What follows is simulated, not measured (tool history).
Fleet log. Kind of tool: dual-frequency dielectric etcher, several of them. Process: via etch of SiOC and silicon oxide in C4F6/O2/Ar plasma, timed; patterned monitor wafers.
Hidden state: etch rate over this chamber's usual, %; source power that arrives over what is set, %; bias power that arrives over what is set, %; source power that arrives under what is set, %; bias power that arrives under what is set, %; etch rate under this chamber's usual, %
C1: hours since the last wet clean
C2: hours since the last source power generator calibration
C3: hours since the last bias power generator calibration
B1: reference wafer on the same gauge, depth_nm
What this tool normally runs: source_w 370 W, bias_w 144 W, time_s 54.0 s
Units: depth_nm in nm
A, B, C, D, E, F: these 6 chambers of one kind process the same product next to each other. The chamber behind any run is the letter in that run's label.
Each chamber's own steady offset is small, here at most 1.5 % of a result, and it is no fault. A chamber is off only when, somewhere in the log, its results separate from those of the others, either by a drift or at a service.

run 1B hour=8.3 | source_w=370 bias_w=144 time_s=54.0 | C1=174.3 C2=638.5 C3=4734.1 | B1=52.614 | depth_nm=55.437
run 2C hour=19.2 | source_w=370 bias_w=144 time_s=54.0 | C1=102.9 C2=640.1 C3=911.4 | B1=52.620 | depth_nm=55.735
run 3E hour=31.8 | source_w=370 bias_w=144 time_s=54.0 | C1=251.7 C2=1218.6 C3=2660.5 | B1=52.648 | depth_nm=55.356
run 4A hour=40.6 | source_w=370 bias_w=144 time_s=54.0 | C1=44.4 C2=1016.8 C3=842.0 | B1=52.622 | depth_nm=54.901
run 5D hour=47.9 | source_w=450 bias_w=144 time_s=59.5 | C1=75.7 C2=3371.3 C3=2055.8 | B1=52.643 | depth_nm=65.269
run 6F hour=53.8 | source_w=450 bias_w=144 time_s=59.5 | C1=322.4 C2=780.0 C3=628.4 | B1=52.638 | depth_nm=65.844
run 7E hour=61.4 | source_w=450 bias_w=144 time_s=59.5 | C1=281.3 C2=1248.2 C3=2690.1 | B1=52.627 | depth_nm=65.598
run 8C hour=71.9 | source_w=450 bias_w=144 time_s=59.5 | C1=155.6 C2=692.8 C3=964.1 | B1=52.641 | depth_nm=66.574
run 9B hour=81.8 | source_w=450 bias_w=144 time_s=59.5 | C1=247.8 C2=712.0 C3=4807.6 | B1=52.660 | depth_nm=66.164
run 10D hour=91.3 | source_w=450 bias_w=144 time_s=59.5 | C1=119.1 C2=3414.7 C3=2099.2 | B1=52.671 | depth_nm=65.377
run 11F hour=101.0 | source_w=370 bias_w=144 time_s=54.0 | C1=369.6 C2=827.2 C3=675.6 | B1=52.695 | depth_nm=55.202
run 12A hour=110.5 | source_w=370 bias_w=144 time_s=54.0 | C1=114.3 C2=1086.7 C3=911.9 | B1=52.679 | depth_nm=54.856
run 13C hour=122.0 | source_w=320 bias_w=144 time_s=60.0 | C1=205.7 C2=742.9 C3=1014.2 | B1=52.696 | depth_nm=58.396
run 14A hour=132.7 | source_w=320 bias_w=144 time_s=60.0 | C1=136.5 C2=1108.9 C3=934.1 | B1=52.703 | depth_nm=57.684
run 15B hour=141.9 | source_w=320 bias_w=144 time_s=60.0 | C1=307.9 C2=772.1 C3=4867.7 | B1=52.706 | depth_nm=58.343
run 16E hour=150.8 | source_w=320 bias_w=144 time_s=60.0 | C1=370.7 C2=1337.6 C3=2779.5 | B1=52.710 | depth_nm=58.111
run 17D hour=163.1 | source_w=320 bias_w=144 time_s=60.0 | C1=190.9 C2=3486.5 C3=2171.0 | B1=52.698 | depth_nm=57.808
run 18F hour=170.5 | source_w=320 bias_w=144 time_s=60.0 | C1=439.1 C2=896.7 C3=745.1 | B1=52.715 | depth_nm=58.148
-- hour=179.2 chamber F: wet clean of the chamber
run 19E hour=182.3 | source_w=370 bias_w=144 time_s=54.0 | C1=402.2 C2=1369.1 C3=2811.0 | B1=52.752 | depth_nm=55.305
run 20C hour=191.2 | source_w=370 bias_w=165 time_s=61.5 | C1=274.9 C2=812.1 C3=1083.4 | B1=52.756 | depth_nm=66.518
-- hour=195.0 chamber E: wet clean of the chamber
run 21B hour=201.4 | source_w=370 bias_w=165 time_s=61.5 | C1=367.4 C2=831.6 C3=4927.2 | B1=52.762 | depth_nm=65.944
run 22A hour=211.2 | source_w=370 bias_w=165 time_s=61.5 | C1=215.0 C2=1187.4 C3=1012.6 | B1=52.764 | depth_nm=65.393
run 23F hour=219.8 | source_w=370 bias_w=165 time_s=61.5 | C1=40.6 C2=946.0 C3=794.4 | B1=52.764 | depth_nm=65.816
run 24D hour=232.3 | source_w=370 bias_w=165 time_s=61.5 | C1=260.1 C2=3555.7 C3=2240.2 | B1=52.773 | depth_nm=65.513
run 25C hour=240.7 | source_w=370 bias_w=165 time_s=61.5 | C1=324.4 C2=861.6 C3=1132.9 | B1=52.772 | depth_nm=66.647
-- hour=244.4 chamber D: source power generator calibrated
run 26A hour=252.7 | source_w=370 bias_w=144 time_s=54.0 | C1=256.5 C2=1228.9 C3=1054.1 | B1=52.786 | depth_nm=55.038
run 27E hour=258.9 | source_w=370 bias_w=144 time_s=54.0 | C1=64.0 C2=1445.7 C3=2887.6 | B1=52.801 | depth_nm=55.322
run 28F hour=271.4 | source_w=370 bias_w=144 time_s=54.0 | C1=92.2 C2=997.6 C3=846.0 | B1=52.821 | depth_nm=55.471
run 29D hour=283.8 | source_w=370 bias_w=144 time_s=54.0 | C1=311.6 C2=39.4 C3=2291.7 | B1=52.813 | depth_nm=55.068
run 30B hour=295.6 | source_w=370 bias_w=144 time_s=54.0 | C1=461.6 C2=925.8 C3=5021.4 | B1=52.807 | depth_nm=55.772
-- hour=302.6 chamber C: wet clean of the chamber
run 31E hour=306.1 | source_w=370 bias_w=144 time_s=54.0 | C1=111.2 C2=1492.9 C3=2934.8 | B1=52.823 | depth_nm=55.294
run 32D hour=316.6 | source_w=370 bias_w=144 time_s=54.0 | C1=344.4 C2=72.2 C3=2324.5 | B1=52.832 | depth_nm=55.133
run 33F hour=323.3 | source_w=370 bias_w=144 time_s=54.0 | C1=144.1 C2=1049.5 C3=897.9 | B1=52.879 | depth_nm=55.482
-- hour=327.3 chamber D: wet clean of the chamber
run 34C hour=334.3 | source_w=370 bias_w=115 time_s=54.0 | C1=31.7 C2=955.2 C3=1226.5 | B1=52.860 | depth_nm=52.215
run 35A hour=342.1 | source_w=370 bias_w=115 time_s=54.0 | C1=345.9 C2=1318.3 C3=1143.5 | B1=52.860 | depth_nm=51.524
run 36B hour=350.7 | source_w=370 bias_w=115 time_s=54.0 | C1=516.7 C2=980.9 C3=5076.5 | B1=52.849 | depth_nm=52.094
run 37C hour=361.2 | source_w=370 bias_w=115 time_s=54.0 | C1=58.6 C2=982.1 C3=1253.4 | B1=52.882 | depth_nm=52.250
run 38E hour=368.1 | source_w=370 bias_w=115 time_s=54.0 | C1=173.2 C2=1554.9 C3=2996.8 | B1=52.891 | depth_nm=52.039
run 39A hour=374.0 | source_w=370 bias_w=115 time_s=54.0 | C1=377.8 C2=1350.2 C3=1175.4 | B1=52.874 | depth_nm=51.482
run 40D hour=385.1 | source_w=440 bias_w=144 time_s=46.5 | C1=57.8 C2=140.7 C3=2393.0 | B1=52.889 | depth_nm=50.837
run 41F hour=392.1 | source_w=440 bias_w=144 time_s=46.5 | C1=212.9 C2=1118.3 C3=966.7 | B1=52.913 | depth_nm=51.097
run 42B hour=400.1 | source_w=440 bias_w=144 time_s=46.5 | C1=566.1 C2=1030.3 C3=5125.9 | B1=52.918 | depth_nm=51.504

All chambers now run identical settings, listed one chamber a line with results as question marks. What results will each chamber show?
run 43A hour=409.2 | source_w=370 bias_w=144 time_s=54.0 | depth_nm=?
run 43B hour=409.2 | source_w=370 bias_w=144 time_s=54.0 | depth_nm=?
run 43C hour=409.2 | source_w=370 bias_w=144 time_s=54.0 | depth_nm=?
run 43D hour=409.2 | source_w=370 bias_w=144 time_s=54.0 | depth_nm=?
run 43E hour=409.2 | source_w=370 bias_w=144 time_s=54.0 | depth_nm=?
run 43F hour=409.2 | source_w=370 bias_w=144 time_s=54.0 | depth_nm=?

run=43A depth_nm=55.050
run=43B depth_nm=55.954
run=43C depth_nm=56.141
run=43D depth_nm=55.229
run=43E depth_nm=55.604
run=43F depth_nm=55.453
